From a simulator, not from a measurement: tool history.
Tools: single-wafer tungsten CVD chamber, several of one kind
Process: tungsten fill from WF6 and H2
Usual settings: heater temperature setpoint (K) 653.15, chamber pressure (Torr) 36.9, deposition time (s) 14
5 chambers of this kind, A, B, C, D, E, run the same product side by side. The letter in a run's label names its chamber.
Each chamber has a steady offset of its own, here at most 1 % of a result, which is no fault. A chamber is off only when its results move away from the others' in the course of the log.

run	hour	heater temperature setpoint (K)	chamber pressure (Torr)	deposition time (s)	read-back reference wafer on the same gauge, thickness_nm	mean film thickness on the monitor wafer (angstrom)
1C	7.8	653.15	36.9	14	31.61	301.7
2A	19.2	653.15	36.9	14	31.588	306.16
# hour 27.5: chamber C: thermocouple changed; heater temperature recalibrated
3B	27.6	653.15	36.9	14	31.585	302.87
4E	34.1	653.15	36.9	14	31.597	304.16
5D	40.5	653.15	36.9	14	31.58	306.87
6E	46.2	653.15	36.9	14	31.606	302.07
7B	58.2	653.15	36.9	14	31.603	305.16
8A	70.7	653.15	36.9	14	31.596	305.16
# hour 81.7: chamber A: thermocouple changed; heater temperature recalibrated
9C	81.8	653.15	36.9	14	31.597	303.06
10D	91.9	653.15	36.9	14	31.601	306.25
11C	101.1	653.15	36.9	14	31.604	303.93
12B	113.5	653.15	36.9	14	31.615	304.52
13A	124.9	653.15	36.9	14	31.593	307.03
14D	133.5	653.15	36.9	14	31.604	307.49
15E	144.1	653.15	36.9	14	31.608	303.95
16D	156.9	653.15	36.9	14	31.572	306.92
# hour 160.9: chamber E: thermocouple changed; heater temperature recalibrated
17A	167.7	653.15	36.9	14	31.577	306.58
18E	179.1	646.15	43.7	14	31.606	296.75
19B	189.5	646.15	43.7	14	31.585	283.38
20C	202.2	646.15	43.7	14	31.617	282.36
21C	208.6	646.15	43.7	14	31.616	282.78
22E	217.1	646.15	43.7	14	31.595	296.6
23D	223.5	653.15	36.9	14	31.59	305.53
24B	232.1	653.15	36.9	14	31.575	304.16
25A	237.9	662.15	43	14	31.629	394.91
26B	247.4	662.15	43	14	31.611	388.46
27C	256.1	662.15	43	14	31.607	389.5
28E	267.5	662.15	43	14	31.593	404.46
29A	273.2	662.15	43	14	31.603	394.64
30D	282.9	653.15	36.9	14	31.602	305.17
31A	293.5	653.15	36.9	14	31.599	306.32
32E	304.2	653.15	36.9	14	31.606	313.4
33D	310.5	653.15	36.9	14	31.62	304.75
34C	316.2	653.15	36.9	14	31.604	302.77

Next, every chamber runs the same settings. What will each give?
35A	325.4	653.15	36.9	14		?
35B	325.4	653.15	36.9	14		?
35C	325.4	653.15	36.9	14		?
35D	325.4	653.15	36.9	14		?
35E	325.4	653.15	36.9	14		?

run	mean film thickness on the monitor wafer (angstrom)
35A	305.61
35B	304.98
35C	304.35
35D	304.91
35E	315.15
